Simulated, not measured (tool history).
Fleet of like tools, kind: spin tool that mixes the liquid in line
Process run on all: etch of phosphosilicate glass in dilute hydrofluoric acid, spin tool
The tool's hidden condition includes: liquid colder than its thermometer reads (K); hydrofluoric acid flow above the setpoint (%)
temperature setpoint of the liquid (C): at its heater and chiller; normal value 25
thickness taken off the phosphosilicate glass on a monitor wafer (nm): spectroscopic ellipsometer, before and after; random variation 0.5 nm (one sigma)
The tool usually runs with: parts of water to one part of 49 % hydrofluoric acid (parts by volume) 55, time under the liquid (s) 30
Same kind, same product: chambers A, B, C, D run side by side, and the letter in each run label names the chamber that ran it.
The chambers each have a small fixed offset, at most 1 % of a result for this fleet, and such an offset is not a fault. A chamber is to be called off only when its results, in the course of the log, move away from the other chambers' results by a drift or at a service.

| run | hour | temperature setpoint of the liquid (C) | parts of water to one part of 49 % hydrofluoric acid (parts by volume) | time under the liquid (s) | hours since the thermometer was replaced | hours since the hydrofluoric acid flow meter was replaced | read-back film thickness of the phosphosilicate glass reference wafer, read on the same gauge (nm) | thickness taken off the phosphosilicate glass on a monitor wafer (nm) |
|---|---|---|---|---|---|---|---|---|
| 1D | 12.4 | 25 | 55 | 30 | 669.3 | 1005.5 | 140.02 | 93.646 |
|  | 16.5 | chamber B: thermometer replaced |
| 2B | 21.2 | 25 | 55 | 30 | 4.8 | 1279.7 | 139.99 | 93.966 |
| 3A | 33.1 | 25 | 55 | 30 | 83.7 | 473.4 | 140 | 94.329 |
| 4C | 45.3 | 25 | 55 | 30 | 66 | 745 | 140 | 93.533 |
| 5A | 55.1 | 25 | 55 | 30 | 105.7 | 495.4 | 140 | 93.732 |
| 6B | 64.4 | 25 | 55 | 30 | 48 | 1322.9 | 140 | 93.825 |
| 7D | 71.6 | 25 | 55 | 30 | 728.5 | 1064.7 | 140.02 | 93.155 |
| 8C | 80.5 | 25 | 55 | 30 | 101.2 | 780.2 | 139.99 | 92.396 |
| 9C | 90.2 | 25 | 55 | 30 | 110.9 | 789.9 | 139.99 | 91.999 |
| 10A | 100.6 | 25 | 55 | 30 | 151.2 | 540.9 | 139.98 | 94.034 |
| 11D | 114.4 | 25 | 55 | 30 | 771.3 | 1107.5 | 140.03 | 93.722 |
| 12B | 124.2 | 25 | 55 | 30 | 107.8 | 1382.7 | 139.99 | 93.149 |
| 13A | 137.1 | 25 | 55 | 30 | 187.7 | 577.4 | 140.03 | 94.159 |
|  | 144.8 | chamber D: hydrofluoric acid flow meter replaced |
| 14D | 146.2 | 25 | 55 | 30 | 803.1 | 1.4 | 139.98 | 93.314 |
| 15C | 154.1 | 25 | 55 | 30 | 174.8 | 853.8 | 139.98 | 92.434 |
| 16B | 167.4 | 25 | 55 | 30 | 151 | 1425.9 | 140 | 93.895 |
| 17C | 178.5 | 25 | 55 | 45 | 199.2 | 878.2 | 140.03 | 137.38 |
| 18A | 191.6 | 25 | 55 | 45 | 242.2 | 631.9 | 140.01 | 140.06 |
| 19B | 205.6 | 25 | 55 | 45 | 189.2 | 1464.1 | 139.96 | 141.17 |
| 20D | 215.5 | 25 | 55 | 45 | 872.4 | 70.7 | 140 | 138.97 |
| 21D | 229.4 | 25 | 55 | 30 | 886.3 | 84.6 | 139.99 | 91.656 |
| 22C | 239.7 | 25 | 55 | 30 | 260.4 | 939.4 | 140.01 | 92.969 |
| 23A | 250.4 | 25 | 55 | 30 | 301 | 690.7 | 140.01 | 93.504 |
| 24B | 256.6 | 25 | 55 | 30 | 240.2 | 1515.1 | 139.98 | 94.215 |
| 25B | 270.8 | 25 | 55 | 30 | 254.4 | 1529.3 | 140 | 93.635 |
| 26C | 282.1 | 25 | 55 | 30 | 302.8 | 981.8 | 139.99 | 92.881 |
| 27D | 288.7 | 25 | 55 | 30 | 945.6 | 143.9 | 139.97 | 91.55 |
| 28A | 295.3 | 25 | 55 | 30 | 345.9 | 735.6 | 139.98 | 93.738 |
| 29A | 305.3 | 25 | 55 | 30 | 355.9 | 745.6 | 139.99 | 93.328 |
| 30B | 319.1 | 25 | 55 | 30 | 302.7 | 1577.6 | 139.99 | 93.361 |
| 31D | 325.9 | 25 | 55 | 30 | 982.8 | 181.1 | 139.99 | 89.384 |
| 32C | 338.8 | 25 | 55 | 30 | 359.5 | 1038.5 | 140.01 | 92.853 |
| 33D | 349.6 | 29.5 | 70 | 30 | 1006.5 | 204.8 | 140 | 81.535 |
| 34B | 360 | 29.5 | 70 | 30 | 343.6 | 1618.5 | 140 | 87.371 |
| 35A | 371.2 | 29.5 | 70 | 30 | 421.8 | 811.5 | 139.96 | 85.637 |
| 36C | 379.7 | 29.5 | 70 | 30 | 400.4 | 1079.4 | 139.99 | 85.319 |
| 37A | 386.6 | 25 | 55 | 30 | 437.2 | 826.9 | 140.02 | 93.986 |
| 38B | 398.8 | 25 | 55 | 30 | 382.4 | 1657.3 | 140 | 94.208 |
| 39D | 406.4 | 25 | 55 | 30 | 1063.3 | 261.6 | 139.99 | 88.07 |
| 40C | 418.1 | 25 | 55 | 30 | 438.8 | 1117.8 | 139.99 | 93.211 |

Has any chamber moved away from the others, gradually or after a service, or does the common gauge drift, or do the chambers differ only by their own small steady offsets? State the chamber and the most likely cause if one applies.

Chamber D drifts away from the others.
Cause: liquid colder than its thermometer reads (K) = 1.56.
From this log alone, it may not be told apart from: hydrofluoric acid flow below the setpoint (%).

Chamber D could run next with any of the 4 candidate recipes listed below; each alters the usual settings, and their results appear as question marks. Which one brings its results back in line with what the other chambers deliver on the usual settings?
Maximum distance from the other chambers' mean on the usual settings for a result to count as in line: thickness taken off the phosphosilicate glass on a monitor wafer (nm) 1.8
| 41D-1 | 428.4 | 25.5 | 55 | 30 |  |  |  | ? |
| 41D-2 | 428.4 | 26.5 | 55 | 30 |  |  |  | ? |
| 41D-3 | 428.4 | 24.5 | 55 | 30 |  |  |  | ? |
| 41D-4 | 428.4 | 23.5 | 55 | 30 |  |  |  | ? |

Other chambers, usual settings, mean: thickness taken off the phosphosilicate glass on a monitor wafer (nm) 93.597
| run | thickness taken off the phosphosilicate glass on a monitor wafer (nm) |
|---|---|
| 41D-1 | 90.114 |
| 41D-2 | 93.833 |
| 41D-3 | 86.479 |
| 41D-4 | 82.963 |
41D-2 puts the chamber back in line with the other chambers.
